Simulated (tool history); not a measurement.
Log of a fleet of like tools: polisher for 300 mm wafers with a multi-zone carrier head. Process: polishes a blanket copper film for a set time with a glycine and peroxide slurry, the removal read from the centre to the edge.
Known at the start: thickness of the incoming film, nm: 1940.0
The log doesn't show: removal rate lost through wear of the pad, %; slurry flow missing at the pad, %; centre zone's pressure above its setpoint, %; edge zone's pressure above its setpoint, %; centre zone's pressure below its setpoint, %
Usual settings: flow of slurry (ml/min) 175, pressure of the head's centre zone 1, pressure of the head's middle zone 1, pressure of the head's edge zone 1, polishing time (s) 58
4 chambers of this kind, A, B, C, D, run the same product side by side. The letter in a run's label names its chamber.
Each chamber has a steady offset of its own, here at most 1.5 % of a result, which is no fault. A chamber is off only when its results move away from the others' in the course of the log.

| run | hour | flow of slurry (ml/min) | pressure of the head's centre zone | pressure of the head's middle zone | pressure of the head's edge zone | polishing time (s) | wafers polished on this pad | hours since the slurry nozzle was cleaned | hours since the centre zone pressure was calibrated | hours since the edge zone pressure was calibrated | film removed at the wafer's centre (nm) | film removed at mid-radius (nm) | film removed at the wafer's edge (nm) |
|---|---|---|---|---|---|---|---|---|---|---|---|---|---|
| 1D | 13 | 175 | 1 | 1 | 1 | 58 | 245 | 402.4 | 470.7 | 161 | 285.1 | 282.44 | 282.32 |
| 2A | 23.9 | 175 | 1 | 1 | 1 | 58 | 1250 | 41.3 | 579.4 | 811.2 | 283.53 | 290.18 | 282.65 |
|  | 25.4 | chamber A: centre zone pressure recalibrated |
|  | 25.7 | chamber A: worn pad replaced by a new one |
| 3C | 34.9 | 175 | 1 | 1 | 1 | 58 | 366 | 145.8 | 733.2 | 801.6 | 280.51 | 277.17 | 281.78 |
| 4B | 46 | 175 | 1 | 1 | 1 | 58 | 740 | 126.1 | 159.5 | 180.7 | 276.14 | 283.88 | 285.11 |
|  | 58.3 | chamber D: centre zone pressure recalibrated |
| 5B | 60.7 | 145 | 1 | 1 | 1 | 77 | 847 | 140.8 | 174.2 | 195.4 | 354.54 | 357.25 | 361 |
| 6C | 68.1 | 145 | 1 | 1 | 1 | 77 | 607 | 179 | 766.4 | 834.8 | 363.53 | 360.04 | 366.56 |
| 7A | 84.3 | 145 | 1 | 1 | 1 | 77 | 425 | 101.7 | 59 | 871.6 | 361.56 | 361.96 | 364.34 |
| 8D | 98.9 | 145 | 1 | 1 | 1 | 77 | 869 | 488.3 | 40.7 | 246.9 | 364.84 | 361.85 | 367.73 |
|  | 99.3 | chamber D: worn pad replaced by a new one |
| 9B | 111.9 | 175 | 1 | 1 | 1.04 | 58 | 1218 | 192 | 225.4 | 246.6 | 275.61 | 279.57 | 286.97 |
| 10C | 120.9 | 175 | 1 | 1 | 1.04 | 58 | 990 | 231.8 | 819.2 | 887.6 | 282.72 | 276.69 | 281.98 |
|  | 121.1 | chamber B: worn pad replaced by a new one |
| 11D | 128.2 | 175 | 1 | 1 | 1.04 | 58 | 210 | 517.6 | 70 | 276.2 | 281.45 | 279.48 | 287.06 |
| 12A | 135.4 | 175 | 1 | 1 | 1.04 | 58 | 796 | 152.8 | 110.1 | 922.7 | 284.33 | 285.82 | 284.26 |
| 13D | 147.3 | 175 | 1 | 1 | 1 | 58 | 348 | 536.7 | 89.1 | 295.3 | 282.46 | 277.56 | 275.73 |
| 14C | 157.3 | 175 | 1 | 1 | 1 | 58 | 1255 | 268.2 | 855.6 | 924 | 285.66 | 269.67 | 282.81 |
|  | 166.1 | chamber C: worn pad replaced by a new one |
| 15B | 167.4 | 175 | 1 | 1 | 1 | 58 | 336 | 247.5 | 280.9 | 302.1 | 277.47 | 281.96 | 279.04 |
| 16A | 174.9 | 175 | 1 | 1 | 1 | 58 | 1083 | 192.3 | 149.6 | 962.2 | 282.52 | 286.96 | 278.72 |
| 17D | 183.6 | 175 | 1 | 1 | 1 | 58 | 612 | 573 | 125.4 | 331.6 | 285.01 | 285.38 | 275.08 |
|  | 191.1 | chamber C: centre zone pressure recalibrated |
| 18B | 196.4 | 175 | 1 | 1 | 1 | 58 | 546 | 276.5 | 309.9 | 331.1 | 279.33 | 281.81 | 283.94 |
| 19C | 205.3 | 175 | 1 | 1 | 1 | 58 | 284 | 316.2 | 14.2 | 972 | 282.22 | 287.86 | 283.9 |
|  | 206.1 | chamber D: worn pad replaced by a new one |
| 20A | 216.8 | 175 | 1 | 1 | 1 | 58 | 1387 | 234.2 | 191.5 | 1004.1 | 281.6 | 275.41 | 280.24 |
|  | 222.1 | chamber A: worn pad replaced by a new one |
| 21B | 226 | 175 | 1 | 1 | 1 | 58 | 761 | 306.1 | 339.5 | 360.7 | 276.64 | 283.96 | 280.96 |
| 22D | 238.7 | 215 | 1 | 1 | 1 | 58 | 236 | 628.1 | 180.5 | 386.7 | 292.11 | 290.54 | 292.59 |
| 23C | 251.7 | 215 | 1 | 1 | 1 | 58 | 621 | 362.6 | 60.6 | 1018.4 | 294.63 | 286.46 | 283.02 |
| 24A | 259 | 215 | 1 | 1 | 1 | 58 | 268 | 276.4 | 233.7 | 1046.3 | 293.68 | 292.79 | 284.36 |
| 25D | 270.5 | 215 | 1 | 1 | 1 | 58 | 467 | 659.9 | 212.3 | 418.5 | 293.76 | 296.73 | 286.2 |
|  | 271.3 | chamber B: worn pad replaced by a new one |
| 26B | 285 | 175 | 1 | 1 | 1 | 58 | 99 | 365.1 | 398.5 | 419.7 | 277.23 | 288.04 | 281.78 |
| 27C | 292.9 | 175 | 1 | 1 | 1 | 58 | 920 | 403.8 | 101.8 | 1059.6 | 280.91 | 275.13 | 285.75 |
|  | 302.7 | chamber D: worn pad replaced by a new one |
|  | 307.8 | chamber D: slurry nozzle cleaned |
| 28A | 308.8 | 175 | 1 | 1 | 1 | 58 | 629 | 326.2 | 283.5 | 1096.1 | 283.25 | 285.46 | 275.2 |
| 29A | 320.4 | 175 | 1 | 1 | 1 | 58 | 714 | 337.8 | 295.1 | 1107.7 | 283.09 | 284.66 | 280.76 |
| 30C | 332.2 | 175 | 1 | 1 | 1 | 58 | 1206 | 443.1 | 141.1 | 1098.9 | 284.74 | 281.58 | 277.48 |
|  | 335.4 | chamber C: worn pad replaced by a new one |
| 31B | 340.5 | 175 | 1 | 1 | 1 | 58 | 502 | 420.6 | 454 | 475.2 | 277.19 | 285.35 | 287.5 |
|  | 353.3 | chamber C: slurry nozzle cleaned |
| 32D | 353.7 | 175 | 1 | 1 | 1 | 58 | 370 | 46 | 295.5 | 501.7 | 284.38 | 279.88 | 275.21 |
| 33C | 365 | 175 | 1 | 1 | 1 | 58 | 215 | 11.7 | 173.9 | 1131.7 | 285.13 | 282.47 | 277.88 |

Next, every chamber runs the same settings. What will each give?
| 34A | 376.7 | 175 | 1 | 1 | 1 | 58 |  |  |  |  | ? | ? | ? |
| 34B | 376.7 | 175 | 1 | 1 | 1 | 58 |  |  |  |  | ? | ? | ? |
| 34C | 376.7 | 175 | 1 | 1 | 1 | 58 |  |  |  |  | ? | ? | ? |
| 34D | 376.7 | 175 | 1 | 1 | 1 | 58 |  |  |  |  | ? | ? | ? |

| run | film removed at the wafer's centre (nm) | film removed at mid-radius (nm) | film removed at the wafer's edge (nm) |
|---|---|---|---|
| 34A | 282.99 | 283.8 | 274.4 |
| 34B | 277.35 | 277.83 | 281.08 |
| 34C | 283.53 | 280.34 | 280.66 |
| 34D | 284.62 | 287.71 | 282.54 |
